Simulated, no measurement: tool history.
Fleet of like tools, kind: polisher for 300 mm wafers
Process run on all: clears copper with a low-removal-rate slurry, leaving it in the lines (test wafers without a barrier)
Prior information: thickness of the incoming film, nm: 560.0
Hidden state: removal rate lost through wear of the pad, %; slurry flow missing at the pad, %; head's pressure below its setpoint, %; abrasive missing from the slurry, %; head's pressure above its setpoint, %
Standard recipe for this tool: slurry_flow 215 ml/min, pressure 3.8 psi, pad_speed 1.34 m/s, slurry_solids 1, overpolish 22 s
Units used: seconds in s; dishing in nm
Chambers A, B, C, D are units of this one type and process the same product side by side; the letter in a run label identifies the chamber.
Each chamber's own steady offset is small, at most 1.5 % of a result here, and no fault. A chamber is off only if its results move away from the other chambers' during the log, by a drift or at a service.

run  hour  slurry_flow  pressure  pad_speed  slurry_solids  overpolish  wafers polished on this pad  hours since the slurry nozzle was cleaned  hours since the head pressure was calibrated  hours since the slurry blender was calibrated  seconds  dishing
 1A   4.1          215       3.8       1.34              1          22                          222                                      302.3                                         455.2                                          167.7   116.42    55.32
 2D   7.2          215       3.8       1.34              1          22                          246                                      390.3                                          62.3                                           57.5   116.25   52.754
 3C  11.9          215       3.8       1.34              1          22                          674                                      445.6                                         594.3                                          186.5   115.52   54.202
 4B  16.5          215       3.8       1.34              1          22                          670                                      223.4                                          1158                                           83.4   116.24   55.502
 5C  20.1          215       3.8       1.34              1          22                          758                                      453.8                                         602.5                                          194.7   116.68   53.685
 6D  24.4          215       3.8       1.34              1          22                          421                                      407.5                                          79.5                                           74.7   112.27   53.922
     27.1  -- chamber C: slurry blender recalibrated
 7B  28.3          215       3.8       1.34              1          22                          789                                      235.2                                        1169.8                                           95.2   114.12    54.99
 8A  32.4          215       3.8       1.34              1          22                          510                                      330.6                                         483.5                                            196   112.56   53.732
 9D  37.2          215       3.8       1.34              1          22                          551                                      420.3                                          92.3                                           87.5   113.98   54.328
10B  40.1          215       3.8       1.34              1          22                          909                                        247                                        1181.6                                            107   116.71   52.432
     43.8  -- chamber A: head pressure recalibrated
11A  44.7          215       3.8       1.34              1          22                          634                                      342.9                                           0.9                                          208.3   128.39   51.137
12C    47          215       3.8       1.34              1          22                         1031                                      480.7                                         629.4                                             20   117.79   53.432
13A  49.9          215       3.8       1.34              1          22                          687                                      348.1                                           6.1                                          213.5   129.48   50.004
14B    53          215       4.7       1.34            1.3          22                         1040                                      259.9                                        1194.5                                          119.9    89.93   63.056
15C  57.2          215       4.7       1.34            1.3          22                         1134                                      490.9                                         639.6                                           30.2   89.102   61.368
     58.7  -- chamber C: worn pad replaced by a new one
16D  61.2          215       4.7       1.34            1.3          22                          794                                      444.3                                         116.3                                          111.5   87.271   62.548
17A  64.7          215       4.7       1.34            1.3          22                          837                                      362.9                                          20.9                                          228.3   100.56   60.128
     67.8  -- chamber B: head pressure recalibrated
     67.9  -- chamber D: worn pad replaced by a new one
18C  68.1          215       3.8       1.34              1          22                           96                                      501.8                                         650.5                                           41.1   114.83   53.375
19B  71.5          215       3.8       1.34              1          22                         1228                                      278.4                                           3.8                                          138.4   117.36   54.217
20D  73.9          215       3.8       1.34              1          22                           61                                        457                                           129                                          124.2   115.46   54.197
     75.4  -- chamber C: head pressure recalibrated
     76.3  -- chamber A: slurry blender recalibrated
21D  76.6          215       3.8       1.34              1          22                           88                                      459.7                                         131.7                                          126.9   115.44     53.3
22C  80.3          215       3.8       1.34              1          22                          220                                        514                                             5                                           53.3   114.68   53.123
23A  83.5          215       3.1       1.34            0.9          22                         1028                                      381.7                                          39.7                                            7.2   160.49   43.811
24B    87          215       3.1       1.34            0.9          22                         1385                                      293.9                                          19.3                                          153.9   147.55   46.282
25A  90.7          215       3.1       1.34            0.9          22                         1101                                      388.9                                          46.9                                           14.4   164.02    41.72

Is one chamber off against the others, does the gauge drift, or is nothing wrong? If a chamber is off, say which, and what the likeliest cause is.

Chamber A has stood off from the others ever since a service on it.
Cause: head's pressure below its setpoint, % = 9.47.

Which of the 4 candidates below, each the usual settings with something changed and its results left as question marks, puts chamber A back in line with what the other chambers give on the usual settings?
To be in line, a result may differ from the other chambers' mean on the usual settings by at most: seconds 6.1 s; dishing 2.8 nm
26A-1  94.5          215       3.6       1.28              1          22                                                                                                                                                                             ?        ?
26A-2  94.5          220       4.2       1.46              1          22                                                                                                                                                                             ?        ?
26A-3  94.5          210       3.5       1.22              1          22                                                                                                                                                                             ?        ?
26A-4  94.5          215         4        1.4              1          22                                                                                                                                                                             ?        ?

Usual-settings mean across the other chambers: seconds 116.03 s; dishing 53.673 nm
  run  seconds  dishing
26A-1   141.97    47.09
26A-2   106.32   56.689
26A-3   153.64   44.652
26A-4   116.77   53.521
Change 26A-4 lands the chamber within the allowed miss of the other chambers.

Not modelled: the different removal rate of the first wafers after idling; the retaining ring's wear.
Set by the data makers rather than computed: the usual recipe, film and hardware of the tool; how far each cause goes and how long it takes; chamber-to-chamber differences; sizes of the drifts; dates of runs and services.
